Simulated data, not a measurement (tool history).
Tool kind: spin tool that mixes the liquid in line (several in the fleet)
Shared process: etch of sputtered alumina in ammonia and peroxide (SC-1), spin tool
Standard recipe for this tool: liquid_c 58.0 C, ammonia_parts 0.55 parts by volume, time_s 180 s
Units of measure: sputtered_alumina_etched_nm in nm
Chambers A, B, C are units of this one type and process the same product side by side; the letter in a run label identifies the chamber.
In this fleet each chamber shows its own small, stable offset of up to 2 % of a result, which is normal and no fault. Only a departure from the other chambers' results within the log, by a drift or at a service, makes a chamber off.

run,hour,liquid_c,ammonia_parts,time_s,hours since the thermometer was replaced,hours since the ammonia flow meter was replaced,hours since the heated supply line was repaired,hours since the drum of ammonia solution was connected,"read-back film thickness of the sputtered alumina reference wafer, read on the same gauge (nm)",sputtered_alumina_etched_nm
1A,6.0,58.0,0.55,180,2140.3,1208.8,1208.3,394.9,149.98,11.879
2B,14.7,58.0,0.55,180,610.6,490.6,1464.6,379.8,149.99,11.702
3C,22.3,58.0,0.55,180,979.8,242.9,2845.8,245.0,149.98,11.885
# hour 27.8: chamber A: heated supply line repaired
4B,27.9,58.0,0.55,180,623.8,503.8,1477.8,393.0,150.01,11.844
5A,36.6,58.0,0.45,250,2170.9,1239.4,8.9,425.5,150.01,15.979
# hour 41.5: chamber C: new drum of ammonia solution connected
6C,41.8,58.0,0.45,250,999.3,262.4,2865.3,0.4,149.99,16.301
7B,47.3,58.0,0.45,250,643.2,523.2,1497.2,412.4,150.03,16.027
8A,52.3,58.0,0.55,180,2186.6,1255.1,24.6,441.2,149.96,11.856
# hour 55.2: chamber B: new drum of ammonia solution connected
9C,57.4,63.0,0.55,180,1014.9,278.0,2880.9,16.0,150.00,15.509
10A,65.0,63.0,0.55,180,2199.3,1267.8,37.3,453.9,150.04,15.405
11B,71.9,63.0,0.55,180,667.8,547.8,1521.8,16.8,150.02,15.455
12C,76.1,58.0,0.55,180,1033.6,296.7,2899.6,34.7,149.99,11.966
# hour 77.8: chamber C: heated supply line repaired
13A,83.5,58.0,0.55,180,2217.8,1286.3,55.8,472.4,150.00,11.792
14C,90.0,58.0,0.55,180,1047.5,310.6,12.2,48.6,150.02,11.972
15B,94.5,58.0,0.55,180,690.4,570.4,1544.4,39.4,150.00,11.859
16C,102.2,64.5,0.55,180,1059.7,322.8,24.4,60.8,149.99,16.902
17A,110.1,64.5,0.55,180,2244.4,1312.9,82.4,499.0,150.00,16.636
18B,117.6,64.5,0.55,180,713.5,593.5,1567.5,62.5,150.05,16.620
# hour 120.3: chamber A: new drum of ammonia solution connected
19B,124.8,58.0,0.35,180,720.7,600.7,1574.7,69.7,150.01,11.337
20A,129.4,58.0,0.35,180,2263.7,1332.2,101.7,9.1,150.01,11.450
21C,134.8,58.0,0.35,180,1092.3,355.4,57.0,93.4,150.00,11.726
22B,143.0,58.0,0.55,180,738.9,618.9,1592.9,87.9,150.03,11.865
23C,150.9,58.0,0.55,180,1108.4,371.5,73.1,109.5,150.00,12.414
24A,154.7,58.0,0.55,180,2289.0,1357.5,127.0,34.4,150.01,11.914
# hour 154.9: chamber A: thermometer replaced
25B,159.2,58.0,0.55,180,755.1,635.1,1609.1,104.1,150.00,11.980
26C,166.6,58.0,0.55,180,1124.1,387.2,88.8,125.2,149.98,12.399
27A,175.0,58.0,0.55,180,20.2,1377.8,147.3,54.7,150.02,11.748
28A,181.2,58.0,0.55,180,26.4,1384.0,153.5,60.9,150.00,11.779
29B,187.9,58.0,0.55,180,783.8,663.8,1637.8,132.8,150.00,11.888
30C,194.6,58.0,0.55,180,1152.1,415.2,116.8,153.2,150.02,12.592
31C,199.8,58.0,0.55,180,1157.3,420.4,122.0,158.4,150.00,12.623
32A,205.9,58.0,0.55,180,51.1,1408.7,178.2,85.6,150.02,11.879
33B,211.3,58.0,0.55,180,807.2,687.2,1661.2,156.2,149.95,11.874
34C,219.3,58.0,0.55,180,1176.8,439.9,141.5,177.9,149.99,12.735
35A,223.7,58.0,0.55,180,68.9,1426.5,196.0,103.4,150.00,11.759
36B,228.0,58.0,0.55,180,823.9,703.9,1677.9,172.9,149.99,11.807
37C,233.0,58.0,0.55,180,1190.5,453.6,155.2,191.6,150.01,12.873
38A,237.1,58.0,0.55,180,82.3,1439.9,209.4,116.8,150.00,11.771
39B,241.5,58.0,0.55,240,837.4,717.4,1691.4,186.4,149.99,15.762

For the next run the whole fleet of 3 chambers uses the same settings. Give each chamber's results:
40A,247.7,63.5,0.55,180,,,,,,?
40B,247.7,63.5,0.55,180,,,,,,?
40C,247.7,63.5,0.55,180,,,,,,?

run,sputtered_alumina_etched_nm
40A,15.724
40B,15.789
40C,17.077
